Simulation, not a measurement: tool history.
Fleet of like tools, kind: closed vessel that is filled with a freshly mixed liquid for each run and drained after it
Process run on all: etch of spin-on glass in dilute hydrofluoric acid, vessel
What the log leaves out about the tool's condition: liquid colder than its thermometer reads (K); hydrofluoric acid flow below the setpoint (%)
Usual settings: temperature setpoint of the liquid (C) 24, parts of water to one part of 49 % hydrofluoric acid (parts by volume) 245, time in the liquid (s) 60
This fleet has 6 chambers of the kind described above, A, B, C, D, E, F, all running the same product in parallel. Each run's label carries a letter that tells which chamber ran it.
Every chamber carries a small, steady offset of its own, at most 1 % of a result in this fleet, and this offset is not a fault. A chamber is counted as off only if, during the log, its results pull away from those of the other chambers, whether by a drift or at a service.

run,hour,temperature setpoint of the liquid (C),parts of water to one part of 49 % hydrofluoric acid (parts by volume),time in the liquid (s),hours since the thermometer was replaced,hours since the hydrofluoric acid flow meter was replaced,"read-back film thickness of the spin-on glass reference wafer, read on the same gauge (nm)",thickness taken off the spin-on glass on a monitor wafer (angstrom)
1C,12.4,24,245,60,265.5,377.6,30.013,86.596
2B,22.8,24,245,60,307.7,491.2,29.974,84.955
3A,37.1,24,245,60,447.5,642.9,29.996,86.122
# hour 43.2: chamber D: thermometer replaced
4D,50.6,24,245,60,7.5,404.3,30,86.122
5F,63.2,24,245,60,724.9,407.5,29.996,84.87
6E,77.6,24,245,60,455.1,198.9,29.991,86.533
7D,91.9,24,245,60,48.8,445.6,30.005,86.203
8A,103.5,24,170,85,513.9,709.3,30.005,188.97
9F,117.1,24,170,85,778.8,461.4,30.017,188.41
10B,130.6,24,170,85,415.5,599,30,190.7
11C,142.1,24,170,85,395.2,507.3,29.991,190.13
12E,152.9,24,170,85,530.4,274.2,30.015,190.46
13F,165.7,24,170,85,827.4,510,30.019,189.24
14B,176.1,24,245,60,461,644.5,29.994,85.127
15C,183.4,24,245,60,436.5,548.6,29.99,85.511
16A,196.9,24,245,60,607.3,802.7,29.998,86.164
17E,210.5,24,245,60,588,331.8,30.003,85.239
18D,224.4,24,245,60,181.3,578.1,30.004,85.911
19E,231.5,24,245,60,609,352.8,29.998,84.324
20C,243.5,24,245,60,496.6,608.7,29.998,85.847
21B,254,24,245,60,538.9,722.4,30.005,86.01
22A,261.8,24,245,60,672.2,867.6,30.006,86.115
23D,270.5,24,245,60,227.4,624.2,29.985,85.718
24F,285,24,245,60,946.7,629.3,30.001,84.523
25E,296.9,22.5,245,60,674.4,418.2,29.993,79.924
26B,305.3,22.5,245,60,590.2,773.7,30.003,81.307
27C,314,22.5,245,60,567.1,679.2,29.998,81.217
28D,324.4,22.5,245,60,281.3,678.1,29.992,81.238
29A,338.6,22.5,245,60,749,944.4,30.006,80.893
30F,352.7,22.5,245,60,1014.4,697,29.994,80.39
31F,361,24,140,60,1022.7,705.3,30.009,168.28
32E,370.4,24,140,60,747.9,491.7,29.995,164.33
33C,380.3,24,140,60,633.4,745.5,29.996,167.11
34B,388.4,24,140,60,673.3,856.8,29.995,168.47
35D,398.1,24,140,60,355,751.8,30.028,169.32
36A,406.5,24,140,60,816.9,1012.3,29.993,167.46
37E,415.8,24,245,60,793.3,537.1,30.009,83.013
38F,423.7,24,245,60,1085.4,768,30.015,84.675
39A,432.3,24,245,60,842.7,1038.1,29.998,85.943

All 6 chambers run these settings next. Forecast each chamber's results:
40A,442.8,24,245,60,,,,?
40B,442.8,24,245,60,,,,?
40C,442.8,24,245,60,,,,?
40D,442.8,24,245,60,,,,?
40E,442.8,24,245,60,,,,?
40F,442.8,24,245,60,,,,?

run,thickness taken off the spin-on glass on a monitor wafer (angstrom)
40A,86.078
40B,85.68
40C,86.015
40D,85.765
40E,82.233
40F,85.07
